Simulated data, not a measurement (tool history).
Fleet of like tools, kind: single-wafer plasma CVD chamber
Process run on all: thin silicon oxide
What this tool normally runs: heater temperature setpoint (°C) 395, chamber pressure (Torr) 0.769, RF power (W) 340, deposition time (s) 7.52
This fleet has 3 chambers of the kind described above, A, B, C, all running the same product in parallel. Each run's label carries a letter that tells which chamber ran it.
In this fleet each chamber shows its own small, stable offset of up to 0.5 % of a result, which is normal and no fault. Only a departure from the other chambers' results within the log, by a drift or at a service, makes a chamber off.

run,day,heater temperature setpoint (°C),chamber pressure (Torr),RF power (W),deposition time (s),hours since the last thermocouple change,hours since the last RF generator calibration,hours since the last manometer calibration,"read-back reference wafer on the same gauge, thickness_nm",mean film thickness on the monitor wafer (nm)
1C,0.288,395,0.769,340,7.52,327.5,563.4,1633.7,13.093,13.979
2A,0.533,395,0.769,340,7.52,1866.1,1567.9,141.2,13.095,13.932
3B,0.888,395,0.769,340,7.52,556,761.5,179,13.091,14.024
4B,1.146,395,0.769,340,7.52,562.2,767.7,185.2,13.101,14.041
5A,1.408,395,0.769,340,7.52,1887.1,1588.9,162.2,13.1,14.003
6C,1.804,395,0.769,340,7.52,363.9,599.8,1670.1,13.107,13.886
7B,2.183,395,0.769,340,7.52,587.1,792.6,210.1,13.104,13.99
8A,2.458,395,0.769,340,7.52,1912.3,1614.1,187.4,13.102,13.944
9C,2.662,395,0.769,340,7.52,384.5,620.4,1690.7,13.098,13.906
10A,2.946,395,0.769,340,7.52,1924,1625.8,199.1,13.097,13.968
11B,3.208,395,0.769,340,7.52,611.7,817.2,234.7,13.105,14.051
12C,3.592,395,0.769,340,7.52,406.8,642.7,1713,13.098,13.862
13B,4.008,395,0.769,340,8.83,630.9,836.4,253.9,13.099,16.499
# day 4.179: chamber A: thermocouple changed; heater temperature recalibrated
14C,4.45,395,0.769,340,8.83,427.4,663.3,1733.6,13.097,16.104
15A,4.817,395,0.769,340,8.83,15.3,1670.7,244,13.101,16.396
16B,5.242,395,0.769,340,7.52,660.5,866,283.5,13.097,13.996
17C,5.488,395,0.769,340,7.52,452.3,688.2,1758.5,13.094,13.632
18A,5.754,395,0.769,340,7.52,37.8,1693.2,266.5,13.1,13.962
19C,5.983,395,0.769,315,7.52,464.2,700.1,1770.4,13.094,13.18
20A,6.346,395,0.769,315,7.52,52,1707.4,280.7,13.098,13.554
21B,6.596,395,0.769,315,7.52,693,898.5,316,13.103,13.663
22C,7.033,395,0.769,340,7.52,489.4,725.3,1795.6,13.099,13.622
23A,7.383,395,0.919,340,7.52,76.9,1732.3,305.6,13.105,16.301
24B,7.792,395,0.919,340,7.52,721.7,927.2,344.7,13.098,16.443
25A,8.079,395,0.919,340,7.52,93.6,1749,322.3,13.097,16.268

Which is it: a chamber that has drifted or been left off by a service, a gauge drift common to all chambers, or only each chamber's usual small offset? If a chamber is off, name it and its likeliest cause.

It is chamber C that slowly wanders off from its peers.
Most likely cause: true pressure below the setpoint (%) = 3.19.
The log may not separate it from: delivered RF power below the setpoint (%).

Below are 4 candidate recipes for chamber C's next run, each the usual settings with a change, their results shown as question marks. Which of them brings C's results back in line with what the other chambers give on the usual settings?
In-line tolerance around the mean of the other chambers on the usual settings: mean film thickness on the monitor wafer (nm) 0.12
26C-1,8.396,395,0.785,340,7.62,,,,,?
26C-2,8.396,395,0.742,340,7.52,,,,,?
26C-3,8.396,395,0.727,335,7.52,,,,,?
26C-4,8.396,395,0.799,340,7.7,,,,,?

Other chambers, usual settings, mean: mean film thickness on the monitor wafer (nm) 14.007
run,mean film thickness on the monitor wafer (nm)
26C-1,13.956
26C-2,12.977
26C-3,12.62
26C-4,14.351
The answer is 26C-1, which returns the chamber to within the allowed miss of the others.

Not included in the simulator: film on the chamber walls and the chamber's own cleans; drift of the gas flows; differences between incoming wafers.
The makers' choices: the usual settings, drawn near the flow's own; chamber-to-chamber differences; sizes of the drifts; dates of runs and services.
